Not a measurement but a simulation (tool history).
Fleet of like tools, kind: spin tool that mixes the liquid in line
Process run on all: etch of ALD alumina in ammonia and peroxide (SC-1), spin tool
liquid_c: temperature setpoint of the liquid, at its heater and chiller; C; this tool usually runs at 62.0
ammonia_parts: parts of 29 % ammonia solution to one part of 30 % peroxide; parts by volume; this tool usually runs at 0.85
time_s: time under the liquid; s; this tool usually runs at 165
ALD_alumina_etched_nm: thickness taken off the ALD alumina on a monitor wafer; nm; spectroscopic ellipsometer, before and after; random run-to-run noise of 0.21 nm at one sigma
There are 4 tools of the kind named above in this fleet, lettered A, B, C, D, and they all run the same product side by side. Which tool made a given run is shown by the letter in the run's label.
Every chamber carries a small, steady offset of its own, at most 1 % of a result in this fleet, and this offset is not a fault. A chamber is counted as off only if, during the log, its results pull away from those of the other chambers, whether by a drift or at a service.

run   hour  liquid_c  ammonia_parts  time_s  hours since the thermometer was replaced  hours since the ammonia flow meter was replaced  hours since the heated supply line was repaired  hours since the drum of ammonia solution was connected  read-back film thickness of the ALD alumina reference wafer, read on the same gauge (nm)  ALD_alumina_etched_nm
 1B    4.0      62.0           0.85     165                                     965.0                                           1448.9                                           1754.2                                                   182.8                                                                                    90.005                 25.722
 2D    7.5      62.0           0.85     165                                     763.8                                            636.7                                            129.0                                                   246.7                                                                                    90.022                 25.574
 3C   10.7      62.0           0.85     165                                    2024.2                                           2075.0                                           2313.2                                                   503.6                                                                                    90.006                 25.814
 4A   15.1      62.0           0.85     165                                     403.5                                            521.4                                            473.3                                                   288.8                                                                                    90.012                 25.351
 5C   18.4      67.0           0.85     225                                    2031.9                                           2082.7                                           2320.9                                                   511.3                                                                                    90.020                 45.010
 6A   21.6      67.0           0.85     225                                     410.0                                            527.9                                            479.8                                                   295.3                                                                                    90.027                 44.486
 7D   25.2      67.0           0.85     225                                     781.5                                            654.4                                            146.7                                                   264.4                                                                                    89.997                 44.396
 8B   28.0      67.0           0.85     225                                     989.0                                           1472.9                                           1778.2                                                   206.8                                                                                    89.996                 44.657
 9C   31.1      62.0           0.85     165                                    2044.6                                           2095.4                                           2333.6                                                   524.0                                                                                    89.961                 25.710
10B   35.1      62.0           0.85     165                                     996.1                                           1480.0                                           1785.3                                                   213.9                                                                                    89.995                 25.240
11D   38.3      62.0           0.85     165                                     794.6                                            667.5                                            159.8                                                   277.5                                                                                    90.008                 25.541
12A   41.0      62.0           0.85     165                                     429.4                                            547.3                                            499.2                                                   314.7                                                                                    90.010                 25.276
13A   44.1      62.0           0.85     165                                     432.5                                            550.4                                            502.3                                                   317.8                                                                                    90.018                 25.197
14D   47.9      62.0           0.85     165                                     804.2                                            677.1                                            169.4                                                   287.1                                                                                    90.009                 25.774
15B   50.7      62.0           0.85     165                                    1011.7                                           1495.6                                           1800.9                                                   229.5                                                                                    90.008                 26.012
16C   54.3      62.0           0.85     165                                    2067.8                                           2118.6                                           2356.8                                                   547.2                                                                                    90.010                 25.615
17D   57.7      62.0           0.85     165                                     814.0                                            686.9                                            179.2                                                   296.9                                                                                    90.015                 25.381
18A   61.4      62.0           0.85     165                                     449.8                                            567.7                                            519.6                                                   335.1                                                                                    90.029                 25.558
19C   64.9      62.0           0.85     200                                    2078.4                                           2129.2                                           2367.4                                                   557.8                                                                                    89.978                 31.127
20B   68.5      62.0           0.85     200                                    1029.5                                           1513.4                                           1818.7                                                   247.3                                                                                    89.979                 31.446
21B   71.3      62.0           0.85     200                                    1032.3                                           1516.2                                           1821.5                                                   250.1                                                                                    89.996                 31.027
      71.4  -- chamber C: ammonia flow meter replaced
22C   75.7      62.0           0.85     200                                    2089.2                                              4.3                                           2378.2                                                   568.6                                                                                    89.972                 31.493
23D   78.6      62.0           0.85     165                                     834.9                                            707.8                                            200.1                                                   317.8                                                                                    89.992                 24.254
      80.5  -- chamber C: new drum of ammonia solution connected
24A   80.8      62.0           0.85     165                                     469.2                                            587.1                                            539.0                                                   354.5                                                                                    90.004                 25.451
25D   84.2      62.0           0.85     165                                     840.5                                            713.4                                            205.7                                                   323.4                                                                                    89.961                 24.405
26C   87.3      62.0           0.85     165                                    2100.8                                             15.9                                           2389.8                                                     6.8                                                                                    89.949                 25.979
27A   89.8      62.0           0.85     165                                     478.2                                            596.1                                            548.0                                                   363.5                                                                                    90.017                 25.656
28B   93.7      62.0           0.85     165                                    1054.7                                           1538.6                                           1843.9                                                   272.5                                                                                    90.006                 25.838
29C   96.0      62.0           0.85     165                                    2109.5                                             24.6                                           2398.5                                                    15.5                                                                                    89.947                 25.602
30D   98.3      62.0           0.85     165                                     854.6                                            727.5                                            219.8                                                   337.5                                                                                    89.998                 24.068
31B  101.0      62.0           0.85     165                                    1062.0                                           1545.9                                           1851.2                                                   279.8                                                                                    89.962                 25.697
     103.6  -- chamber A: ammonia flow meter replaced
32A  104.0      62.0           0.85     165                                     492.4                                              0.5                                            562.2                                                   377.7                                                                                    89.951                 25.697
33A  107.6      62.0           0.85     165                                     496.0                                              4.1                                            565.8                                                   381.3                                                                                    89.956                 25.669
34D  111.0      62.0           0.85     165                                     867.3                                            740.2                                            232.5                                                   350.2                                                                                    89.992                 23.405
35B  114.3      62.0           0.85     165                                    1075.3                                           1559.2                                           1864.5                                                   293.1                                                                                    90.009                 25.833
36C  116.9      62.0           1.20     165                                    2130.4                                             45.5                                           2419.4                                                    36.4                                                                                    90.007                 26.824
37C  121.1      62.0           1.20     165                                    2134.6                                             49.7                                           2423.6                                                    40.6                                                                                    89.961                 26.025
38D  123.8      62.0           1.20     165                                     880.1                                            753.0                                            245.3                                                   363.0                                                                                    89.988                 23.986

One chamber off, gauge drift, or nothing amiss beyond the chambers' own small offsets? If it is a chamber, which one, and what is the likeliest cause?

Chamber D drifts away from the others.
What lies behind it: temperature lost on the way to the wafer (K) = 2.18.
It could be hard to tell apart here from: liquid colder than its thermometer reads (K).

Here are 4 candidates for chamber D's next run, each the usual settings with a change, their results left as question marks. Which one brings its results back in line with what the others give on the usual settings?
Maximum distance from the other chambers' mean on the usual settings for a result to count as in line: ALD_alumina_etched_nm 0.720 nm
39D-1  127.1      61.0           0.85     155                                                                                                                                                                                                                                                                                                                    ?
39D-2  127.1      58.5           0.85     165                                                                                                                                                                                                                                                                                                                    ?
39D-3  127.1      63.0           0.85     175                                                                                                                                                                                                                                                                                                                    ?
39D-4  127.1      63.5           0.85     185                                                                                                                                                                                                                                                                                                                    ?

What the other chambers average on the usual settings: ALD_alumina_etched_nm 25.605 nm
  run  ALD_alumina_etched_nm
39D-1                 20.531
39D-2                 19.204
39D-3                 25.662
39D-4                 27.814
Change 39D-3 lands the chamber within the allowed miss of the other chambers.

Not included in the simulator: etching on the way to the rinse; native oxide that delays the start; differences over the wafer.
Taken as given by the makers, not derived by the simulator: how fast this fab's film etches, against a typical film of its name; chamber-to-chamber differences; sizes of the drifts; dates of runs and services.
